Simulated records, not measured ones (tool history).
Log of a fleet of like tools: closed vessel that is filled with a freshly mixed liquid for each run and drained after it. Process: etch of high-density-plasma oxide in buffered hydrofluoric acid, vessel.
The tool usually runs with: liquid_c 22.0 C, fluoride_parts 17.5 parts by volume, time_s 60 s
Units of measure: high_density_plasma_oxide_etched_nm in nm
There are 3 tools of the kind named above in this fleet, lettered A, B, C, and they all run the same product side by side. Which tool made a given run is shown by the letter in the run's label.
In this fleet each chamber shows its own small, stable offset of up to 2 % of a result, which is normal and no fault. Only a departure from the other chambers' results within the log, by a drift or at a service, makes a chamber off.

run	hour	liquid_c	fluoride_parts	time_s	hours since the thermometer was replaced	hours since the hydrofluoric acid flow meter was replaced	read-back film thickness of the high-density-plasma oxide reference wafer, read on the same gauge (nm)	high_density_plasma_oxide_etched_nm
1A	11.7	22.0	17.5	60	901.5	997.9	30.014	38.858
2C	25.4	22.0	17.5	60	397.9	936.5	30.025	39.619
# hour 36.0: chamber A: thermometer replaced
3B	36.1	22.0	17.5	60	1139.8	52.5	30.017	38.731
4A	49.3	22.0	17.5	60	13.4	1035.5	30.034	38.305
5C	58.0	22.0	17.5	60	430.5	969.1	29.985	39.486
6B	66.6	22.0	17.5	60	1170.3	83.0	30.002	38.648
7B	77.3	22.0	17.5	60	1181.0	93.7	30.000	38.237
8C	88.3	22.0	17.5	60	460.8	999.4	30.015	39.927
9A	101.9	22.0	17.5	60	66.0	1088.1	29.977	38.655
10A	110.3	22.0	21.5	60	74.4	1096.5	29.979	32.361
11C	119.8	22.0	21.5	60	492.3	1030.9	29.988	33.473
# hour 121.1: chamber B: thermometer replaced
12B	127.3	22.0	21.5	60	6.3	143.7	29.994	31.909
13C	138.9	22.0	17.5	60	511.4	1050.0	30.001	40.460
14A	150.5	22.0	17.5	60	114.6	1136.7	30.014	38.864
15B	161.3	22.0	17.5	60	40.3	177.7	30.029	38.398
16C	173.9	22.0	17.5	60	546.4	1085.0	30.023	40.592
17B	184.4	22.0	17.5	60	63.4	200.8	29.998	38.208
18A	197.8	22.0	17.5	60	161.9	1184.0	29.993	38.892
19A	205.1	22.0	17.5	60	169.2	1191.3	30.004	38.545
20B	218.0	22.0	17.5	60	97.0	234.4	30.010	38.343
21C	224.4	17.0	14.0	60	596.9	1135.5	29.989	38.668
22C	237.1	17.0	14.0	60	609.6	1148.2	30.013	38.750
23B	243.7	17.0	14.0	60	122.7	260.1	30.003	36.395
24A	257.0	22.0	17.5	60	221.1	1243.2	30.008	38.646
25B	263.9	17.5	17.5	50	142.9	280.3	30.012	24.840
26A	275.0	17.5	17.5	50	239.1	1261.2	30.029	25.233
27C	283.5	17.5	17.5	50	656.0	1194.6	29.995	26.795
28C	295.0	22.0	17.5	60	667.5	1206.1	30.008	41.135
29B	307.3	22.0	17.5	60	186.3	323.7	29.970	38.326
30A	314.0	22.0	17.5	60	278.1	1300.2	30.007	39.090
31B	322.5	22.0	21.0	60	201.5	338.9	29.997	33.152
32C	329.8	22.0	21.0	60	702.3	1240.9	29.985	35.001
33A	343.3	22.0	21.0	60	307.4	1329.5	29.994	32.643
34B	353.1	22.0	17.5	60	232.1	369.5	30.001	38.279
35A	362.7	22.0	17.5	60	326.8	1348.9	30.012	39.103
36C	375.3	22.0	17.5	60	747.8	1286.4	29.999	41.819
37B	382.2	22.0	17.5	60	261.2	398.6	30.020	38.653
38C	390.4	22.0	17.5	60	762.9	1301.5	30.000	42.455
39A	396.4	18.5	17.5	30	360.5	1382.6	29.981	15.970
40B	408.4	18.5	17.5	30	287.4	424.8	29.973	15.810
41C	415.7	18.5	17.5	30	788.2	1326.8	29.985	17.501

Read the log: is a single chamber off, either drifting away or since a service, is the gauge that measures every chamber drifting, or is nothing wrong beyond small per-chamber offsets? Name any odd chamber and what most likely caused it.

It is chamber C that slowly wanders off from its peers.
Cause: liquid hotter than its thermometer reads (K) = 1.34.
With only this log, it may be confused with: hydrofluoric acid flow above the setpoint (%).

Which of the 4 candidates below, each the usual settings with something changed and its results left as question marks, puts chamber C back in line with what the other chambers give on the usual settings?
A result is in line if it is within this distance of the other chambers' mean on the usual settings: high_density_plasma_oxide_etched_nm 0.990 nm
42C-1	425.4	25.5	17.5	60				?
42C-2	425.4	21.0	20.0	60				?
42C-3	425.4	20.0	17.5	60				?
42C-4	425.4	24.0	17.5	60				?

The mean the other chambers reach with the usual settings: high_density_plasma_oxide_etched_nm 38.643 nm
run	high_density_plasma_oxide_etched_nm
42C-1	51.208
42C-2	35.263
42C-3	38.080
42C-4	47.277
The answer is 42C-3, which returns the chamber to within the allowed miss of the others.
